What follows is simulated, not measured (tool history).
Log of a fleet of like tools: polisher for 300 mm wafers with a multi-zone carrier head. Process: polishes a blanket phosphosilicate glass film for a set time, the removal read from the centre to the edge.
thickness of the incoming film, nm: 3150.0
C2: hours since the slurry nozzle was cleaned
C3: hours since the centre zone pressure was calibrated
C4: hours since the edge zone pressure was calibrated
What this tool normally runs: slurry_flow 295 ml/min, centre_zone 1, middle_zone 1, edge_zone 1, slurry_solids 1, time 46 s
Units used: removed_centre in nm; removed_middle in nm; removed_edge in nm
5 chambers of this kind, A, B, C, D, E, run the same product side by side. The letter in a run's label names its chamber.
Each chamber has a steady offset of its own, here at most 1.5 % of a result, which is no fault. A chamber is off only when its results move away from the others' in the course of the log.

{"run": "1D", "hour": 5.7, "slurry_flow": 295, "centre_zone": 1, "middle_zone": 1, "edge_zone": 1, "slurry_solids": 1, "time": 46, "wafers polished on this pad": 167, "C2": 341.3, "C3": 149.2, "C4": 480.3, "removed_centre": 456.26, "removed_middle": 463.86, "removed_edge": 459.04}
{"hour": 9.9, "done": "chamber A: worn pad replaced by a new one"}
{"hour": 12.5, "done": "chamber C: worn pad replaced by a new one"}
{"hour": 12.6, "done": "chamber C: centre zone pressure recalibrated"}
{"run": "2C", "hour": 13.3, "slurry_flow": 295, "centre_zone": 1, "middle_zone": 1, "edge_zone": 1, "slurry_solids": 1, "time": 46, "wafers polished on this pad": 10, "C2": 181.2, "C3": 0.7, "C4": 80.3, "removed_centre": 455.63, "removed_middle": 454.61, "removed_edge": 455.03}
{"hour": 17.8, "done": "chamber A: slurry nozzle cleaned"}
{"run": "3E", "hour": 21.2, "slurry_flow": 295, "centre_zone": 1, "middle_zone": 1, "edge_zone": 1, "slurry_solids": 1, "time": 46, "wafers polished on this pad": 882, "C2": 224.1, "C3": 299.6, "C4": 574, "removed_centre": 460.44, "removed_middle": 465.95, "removed_edge": 455.42}
{"hour": 24.5, "done": "chamber B: worn pad replaced by a new one"}
{"run": "4B", "hour": 26.8, "slurry_flow": 295, "centre_zone": 1, "middle_zone": 1, "edge_zone": 1, "slurry_solids": 1, "time": 46, "wafers polished on this pad": 28, "C2": 448.3, "C3": 222.9, "C4": 371.5, "removed_centre": 473.82, "removed_middle": 454.3, "removed_edge": 463.55}
{"hour": 28.3, "done": "chamber E: worn pad replaced by a new one"}
{"run": "5A", "hour": 32.8, "slurry_flow": 295, "centre_zone": 1, "middle_zone": 1, "edge_zone": 1, "slurry_solids": 1, "time": 46, "wafers polished on this pad": 281, "C2": 15.1, "C3": 73.3, "C4": 127.6, "removed_centre": 454.19, "removed_middle": 462.85, "removed_edge": 461.16}
{"run": "6B", "hour": 38.4, "slurry_flow": 295, "centre_zone": 1, "middle_zone": 1, "edge_zone": 1, "slurry_solids": 1, "time": 46, "wafers polished on this pad": 170, "C2": 459.9, "C3": 234.5, "C4": 383.1, "removed_centre": 457.56, "removed_middle": 463.28, "removed_edge": 459.57}
{"hour": 42.4, "done": "chamber D: worn pad replaced by a new one"}
{"run": "7A", "hour": 44.5, "slurry_flow": 295, "centre_zone": 1, "middle_zone": 1, "edge_zone": 1, "slurry_solids": 1, "time": 46, "wafers polished on this pad": 424, "C2": 26.8, "C3": 85, "C4": 139.3, "removed_centre": 453.37, "removed_middle": 458.9, "removed_edge": 454.74}
{"run": "8D", "hour": 50.7, "slurry_flow": 295, "centre_zone": 1, "middle_zone": 1, "edge_zone": 1, "slurry_solids": 1, "time": 46, "wafers polished on this pad": 102, "C2": 386.3, "C3": 194.2, "C4": 525.3, "removed_centre": 457.49, "removed_middle": 460.7, "removed_edge": 463.82}
{"run": "9E", "hour": 56.5, "slurry_flow": 295, "centre_zone": 1, "middle_zone": 1, "edge_zone": 1, "slurry_solids": 1, "time": 46, "wafers polished on this pad": 347, "C2": 259.4, "C3": 334.9, "C4": 609.3, "removed_centre": 461.63, "removed_middle": 473.21, "removed_edge": 451.32}
{"run": "10C", "hour": 63.4, "slurry_flow": 295, "centre_zone": 1, "middle_zone": 1, "edge_zone": 1, "slurry_solids": 1, "time": 46, "wafers polished on this pad": 625, "C2": 231.3, "C3": 50.8, "C4": 130.4, "removed_centre": 460.76, "removed_middle": 457.93, "removed_edge": 461.55}
{"run": "11C", "hour": 71.1, "slurry_flow": 295, "centre_zone": 1, "middle_zone": 1, "edge_zone": 1, "slurry_solids": 1, "time": 46, "wafers polished on this pad": 720, "C2": 239, "C3": 58.5, "C4": 138.1, "removed_centre": 455.87, "removed_middle": 454.91, "removed_edge": 453.27}
{"run": "12A", "hour": 77.8, "slurry_flow": 295, "centre_zone": 1, "middle_zone": 1, "edge_zone": 1, "slurry_solids": 1, "time": 46, "wafers polished on this pad": 833, "C2": 60.1, "C3": 118.3, "C4": 172.6, "removed_centre": 453.47, "removed_middle": 451.78, "removed_edge": 452.45}
{"run": "13E", "hour": 81.4, "slurry_flow": 295, "centre_zone": 1, "middle_zone": 1, "edge_zone": 1, "slurry_solids": 1, "time": 46, "wafers polished on this pad": 653, "C2": 284.3, "C3": 359.8, "C4": 634.2, "removed_centre": 464.38, "removed_middle": 465.3, "removed_edge": 454.45}
{"hour": 84.3, "done": "chamber C: worn pad replaced by a new one"}
{"run": "14D", "hour": 85.1, "slurry_flow": 235, "centre_zone": 1, "middle_zone": 1.09, "edge_zone": 1, "slurry_solids": 1, "time": 46, "wafers polished on this pad": 524, "C2": 420.7, "C3": 228.6, "C4": 559.7, "removed_centre": 451.09, "removed_middle": 478.08, "removed_edge": 445.7}
{"run": "15B", "hour": 89.8, "slurry_flow": 235, "centre_zone": 1, "middle_zone": 1.09, "edge_zone": 1, "slurry_solids": 1, "time": 46, "wafers polished on this pad": 801, "C2": 511.3, "C3": 285.9, "C4": 434.5, "removed_centre": 442.63, "removed_middle": 491.82, "removed_edge": 451.86}
{"hour": 94.7, "done": "chamber B: worn pad replaced by a new one"}
{"run": "16C", "hour": 98.1, "slurry_flow": 235, "centre_zone": 1, "middle_zone": 1.09, "edge_zone": 1, "slurry_solids": 1, "time": 46, "wafers polished on this pad": 169, "C2": 266, "C3": 85.5, "C4": 165.1, "removed_centre": 442.86, "removed_middle": 487.72, "removed_edge": 447.63}
{"hour": 100.1, "done": "chamber D: worn pad replaced by a new one"}
{"hour": 101.7, "done": "chamber E: worn pad replaced by a new one"}
{"hour": 101.8, "done": "chamber A: worn pad replaced by a new one"}
{"run": "17D", "hour": 105.6, "slurry_flow": 235, "centre_zone": 1, "middle_zone": 1.09, "edge_zone": 1, "slurry_solids": 1, "time": 46, "wafers polished on this pad": 68, "C2": 441.2, "C3": 249.1, "C4": 580.2, "removed_centre": 452.71, "removed_middle": 487.69, "removed_edge": 455.92}
{"hour": 108.3, "done": "chamber E: centre zone pressure recalibrated"}
{"run": "18B", "hour": 109.5, "slurry_flow": 235, "centre_zone": 1, "middle_zone": 1.09, "edge_zone": 1, "slurry_solids": 1, "time": 46, "wafers polished on this pad": 182, "C2": 531, "C3": 305.6, "C4": 454.2, "removed_centre": 428.72, "removed_middle": 485.99, "removed_edge": 451.51}
{"run": "19A", "hour": 114.0, "slurry_flow": 295, "centre_zone": 1, "middle_zone": 1, "edge_zone": 1, "slurry_solids": 1, "time": 46, "wafers polished on this pad": 150, "C2": 96.3, "C3": 154.5, "C4": 208.8, "removed_centre": 453.03, "removed_middle": 454.14, "removed_edge": 464.42}
{"run": "20E", "hour": 121.9, "slurry_flow": 295, "centre_zone": 1, "middle_zone": 1, "edge_zone": 1, "slurry_solids": 1, "time": 46, "wafers polished on this pad": 247, "C2": 324.8, "C3": 13.6, "C4": 674.7, "removed_centre": 459.05, "removed_middle": 460.27, "removed_edge": 455.01}
{"run": "21D", "hour": 128.7, "slurry_flow": 295, "centre_zone": 1, "middle_zone": 1, "edge_zone": 1, "slurry_solids": 1, "time": 46, "wafers polished on this pad": 352, "C2": 464.3, "C3": 272.2, "C4": 603.3, "removed_centre": 460.13, "removed_middle": 461.1, "removed_edge": 466}
{"run": "22C", "hour": 136.2, "slurry_flow": 295, "centre_zone": 1, "middle_zone": 1, "edge_zone": 1, "slurry_solids": 1, "time": 46, "wafers polished on this pad": 637, "C2": 304.1, "C3": 123.6, "C4": 203.2, "removed_centre": 460.63, "removed_middle": 458.31, "removed_edge": 455.36}
{"run": "23A", "hour": 143.5, "slurry_flow": 295, "centre_zone": 1, "middle_zone": 1, "edge_zone": 1, "slurry_solids": 1, "time": 46, "wafers polished on this pad": 512, "C2": 125.8, "C3": 184, "C4": 238.3, "removed_centre": 451.58, "removed_middle": 456.98, "removed_edge": 460.29}
{"hour": 149.5, "done": "chamber B: slurry nozzle cleaned"}
{"run": "24B", "hour": 151.1, "slurry_flow": 295, "centre_zone": 1, "middle_zone": 1, "edge_zone": 1, "slurry_solids": 1, "time": 46, "wafers polished on this pad": 693, "C2": 1.6, "C3": 347.2, "C4": 495.8, "removed_centre": 442.64, "removed_middle": 467.91, "removed_edge": 461.56}
{"hour": 155.4, "done": "chamber C: worn pad replaced by a new one"}
{"run": "25E", "hour": 156.7, "slurry_flow": 295, "centre_zone": 1, "middle_zone": 1, "edge_zone": 1, "slurry_solids": 1, "time": 46, "wafers polished on this pad": 675, "C2": 359.6, "C3": 48.4, "C4": 709.5, "removed_centre": 457.88, "removed_middle": 469.51, "removed_edge": 459.15}
{"hour": 160.2, "done": "chamber B: worn pad replaced by a new one"}
{"run": "26B", "hour": 160.8, "slurry_flow": 295, "centre_zone": 1, "middle_zone": 1, "edge_zone": 1, "slurry_solids": 1, "time": 46, "wafers polished on this pad": 7, "C2": 11.3, "C3": 356.9, "C4": 505.5, "removed_centre": 441.71, "removed_middle": 453.84, "removed_edge": 464.26}
{"run": "27A", "hour": 166.0, "slurry_flow": 295, "centre_zone": 1, "middle_zone": 1, "edge_zone": 1, "slurry_solids": 1, "time": 46, "wafers polished on this pad": 788, "C2": 148.3, "C3": 206.5, "C4": 260.8, "removed_centre": 447.9, "removed_middle": 462.23, "removed_edge": 456.58}
{"hour": 166.1, "done": "chamber D: worn pad replaced by a new one"}
{"hour": 166.7, "done": "chamber C: slurry nozzle cleaned"}
{"run": "28E", "hour": 172.2, "slurry_flow": 295, "centre_zone": 1, "middle_zone": 1, "edge_zone": 1, "slurry_solids": 1, "time": 46, "wafers polished on this pad": 865, "C2": 375.1, "C3": 63.9, "C4": 725, "removed_centre": 457.78, "removed_middle": 469.09, "removed_edge": 455.47}
{"run": "29C", "hour": 176.8, "slurry_flow": 295, "centre_zone": 1, "middle_zone": 1, "edge_zone": 1, "slurry_solids": 1, "time": 46, "wafers polished on this pad": 263, "C2": 10.1, "C3": 164.2, "C4": 243.8, "removed_centre": 462.33, "removed_middle": 460.6, "removed_edge": 450.44}
{"hour": 178.1, "done": "chamber E: worn pad replaced by a new one"}
{"run": "30D", "hour": 182.3, "slurry_flow": 335, "centre_zone": 1, "middle_zone": 1, "edge_zone": 1, "slurry_solids": 1, "time": 46, "wafers polished on this pad": 199, "C2": 517.9, "C3": 325.8, "C4": 656.9, "removed_centre": 463.68, "removed_middle": 464.25, "removed_edge": 469.18}
{"run": "31A", "hour": 188.8, "slurry_flow": 335, "centre_zone": 1, "middle_zone": 1, "edge_zone": 1, "slurry_solids": 1, "time": 46, "wafers polished on this pad": 1068, "C2": 171.1, "C3": 229.3, "C4": 283.6, "removed_centre": 459.48, "removed_middle": 454.2, "removed_edge": 462.05}
{"run": "32C", "hour": 193.8, "slurry_flow": 335, "centre_zone": 1, "middle_zone": 1, "edge_zone": 1, "slurry_solids": 1, "time": 46, "wafers polished on this pad": 472, "C2": 27.1, "C3": 181.2, "C4": 260.8, "removed_centre": 466.13, "removed_middle": 457.44, "removed_edge": 456.67}
{"run": "33D", "hour": 201.8, "slurry_flow": 335, "centre_zone": 1, "middle_zone": 1, "edge_zone": 1, "slurry_solids": 1, "time": 46, "wafers polished on this pad": 438, "C2": 537.4, "C3": 345.3, "C4": 676.4, "removed_centre": 463.46, "removed_middle": 461.68, "removed_edge": 468.65}
{"run": "34E", "hour": 207.5, "slurry_flow": 335, "centre_zone": 1, "middle_zone": 1, "edge_zone": 1, "slurry_solids": 1, "time": 46, "wafers polished on this pad": 361, "C2": 410.4, "C3": 99.2, "C4": 760.3, "removed_centre": 464.91, "removed_middle": 475.86, "removed_edge": 455.59}
{"run": "35B", "hour": 214.3, "slurry_flow": 295, "centre_zone": 1, "middle_zone": 1, "edge_zone": 1, "slurry_solids": 1, "time": 46, "wafers polished on this pad": 664, "C2": 64.8, "C3": 410.4, "C4": 559, "removed_centre": 430.46, "removed_middle": 468.99, "removed_edge": 464.06}
{"run": "36D", "hour": 222.2, "slurry_flow": 295, "centre_zone": 1, "middle_zone": 1, "edge_zone": 1, "slurry_solids": 1, "time": 46, "wafers polished on this pad": 689, "C2": 557.8, "C3": 365.7, "C4": 696.8, "removed_centre": 455.13, "removed_middle": 466.27, "removed_edge": 456.96}
{"run": "37C", "hour": 229.2, "slurry_flow": 295, "centre_zone": 1, "middle_zone": 1, "edge_zone": 1, "slurry_solids": 1, "time": 46, "wafers polished on this pad": 907, "C2": 62.5, "C3": 216.6, "C4": 296.2, "removed_centre": 452.47, "removed_middle": 465.19, "removed_edge": 456.9}

Next, all 5 chambers run the settings below, one line each with question marks for the results. What does each chamber give?
{"run": "38A", "hour": 235.2, "slurry_flow": 295, "centre_zone": 1, "middle_zone": 1, "edge_zone": 1, "slurry_solids": 1, "time": 46, "removed_centre": "?", "removed_middle": "?", "removed_edge": "?"}
{"run": "38B", "hour": 235.2, "slurry_flow": 295, "centre_zone": 1, "middle_zone": 1, "edge_zone": 1, "slurry_solids": 1, "time": 46, "removed_centre": "?", "removed_middle": "?", "removed_edge": "?"}
{"run": "38C", "hour": 235.2, "slurry_flow": 295, "centre_zone": 1, "middle_zone": 1, "edge_zone": 1, "slurry_solids": 1, "time": 46, "removed_centre": "?", "removed_middle": "?", "removed_edge": "?"}
{"run": "38D", "hour": 235.2, "slurry_flow": 295, "centre_zone": 1, "middle_zone": 1, "edge_zone": 1, "slurry_solids": 1, "time": 46, "removed_centre": "?", "removed_middle": "?", "removed_edge": "?"}
{"run": "38E", "hour": 235.2, "slurry_flow": 295, "centre_zone": 1, "middle_zone": 1, "edge_zone": 1, "slurry_solids": 1, "time": 46, "removed_centre": "?", "removed_middle": "?", "removed_edge": "?"}

run=38A removed_centre=448.8 removed_middle=452.67 removed_edge=454.31
run=38B removed_centre=421.65 removed_middle=466.03 removed_edge=464.09
run=38C removed_centre=463.13 removed_middle=460.27 removed_edge=458.51
run=38D removed_centre=466.77 removed_middle=456.98 removed_edge=462.57
run=38E removed_centre=465.84 removed_middle=465.36 removed_edge=461.78
